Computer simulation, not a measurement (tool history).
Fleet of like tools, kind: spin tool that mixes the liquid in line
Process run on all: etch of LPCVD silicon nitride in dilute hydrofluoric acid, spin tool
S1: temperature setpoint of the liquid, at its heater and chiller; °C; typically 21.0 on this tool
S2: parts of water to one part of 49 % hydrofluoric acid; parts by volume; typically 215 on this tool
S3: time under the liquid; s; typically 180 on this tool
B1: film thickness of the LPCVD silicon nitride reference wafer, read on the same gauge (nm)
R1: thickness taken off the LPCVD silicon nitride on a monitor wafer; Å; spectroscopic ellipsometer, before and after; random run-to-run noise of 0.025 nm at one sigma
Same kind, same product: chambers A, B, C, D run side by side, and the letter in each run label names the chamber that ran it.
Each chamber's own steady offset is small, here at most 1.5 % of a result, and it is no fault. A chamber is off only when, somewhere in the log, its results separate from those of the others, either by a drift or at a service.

| run | hour | S1 | S2 | S3 | B1 | R1 |
|---|---|---|---|---|---|---|
| 1D | 4.0 | 21.0 | 215 | 180 | 40.014 | 3.2863 |
| 2A | 7.9 | 21.0 | 215 | 180 | 39.998 | 2.7894 |
| 3B | 12.1 | 21.0 | 215 | 180 | 39.991 | 2.8695 |
| 4C | 17.6 | 21.0 | 215 | 180 | 40.004 | 3.6115 |
| 5D | 21.3 | 21.0 | 215 | 180 | 40.002 | 3.0744 |
| 6B | 24.6 | 17.0 | 215 | 180 | 39.994 | 2.3780 |
| 7A | 27.6 | 17.0 | 215 | 180 | 39.982 | 2.2864 |
| 8C | 33.4 | 17.0 | 215 | 180 | 39.992 | 2.5717 |
| 9D | 37.4 | 17.0 | 215 | 180 | 40.004 | 2.4588 |
| 10B | 41.6 | 21.0 | 215 | 180 | 40.022 | 2.7838 |
| 11A | 45.3 | 21.0 | 310 | 180 | 40.009 | 2.1014 |
| 12C | 51.5 | 21.0 | 310 | 180 | 39.996 | 2.3103 |
| 13D | 57.5 | 21.0 | 310 | 180 | 39.994 | 2.3312 |
| 14A | 63.7 | 21.0 | 310 | 180 | 39.993 | 2.0242 |
| 15B | 69.2 | 21.0 | 215 | 180 | 39.987 | 2.7739 |
| 16C | 72.4 | 21.0 | 215 | 180 | 39.992 | 2.7413 |
|  | 72.5 | chamber B: hydrofluoric acid flow meter replaced |
| 17C | 78.2 | 21.0 | 215 | 180 | 39.981 | 3.3708 |
| 18D | 82.9 | 21.0 | 260 | 180 | 39.976 | 2.6627 |
| 19B | 88.1 | 21.0 | 260 | 180 | 40.016 | 2.5849 |
| 20A | 92.4 | 21.0 | 260 | 180 | 40.013 | 2.1147 |
| 21B | 96.6 | 21.0 | 260 | 180 | 40.005 | 2.4301 |
| 22D | 102.7 | 21.0 | 215 | 180 | 40.007 | 2.9367 |
| 23A | 109.0 | 21.0 | 215 | 180 | 40.004 | 2.9561 |
| 24C | 114.9 | 21.0 | 215 | 180 | 39.993 | 3.1227 |

Decide between three cases: one chamber stands off from its peers, the gauge reading all wafers drifts, or nothing is wrong past each chamber's small offset. Where a chamber is off, say which and what most likely put it there.

All chambers stay in line apart from their small fixed offsets, and the gauge does not drift.
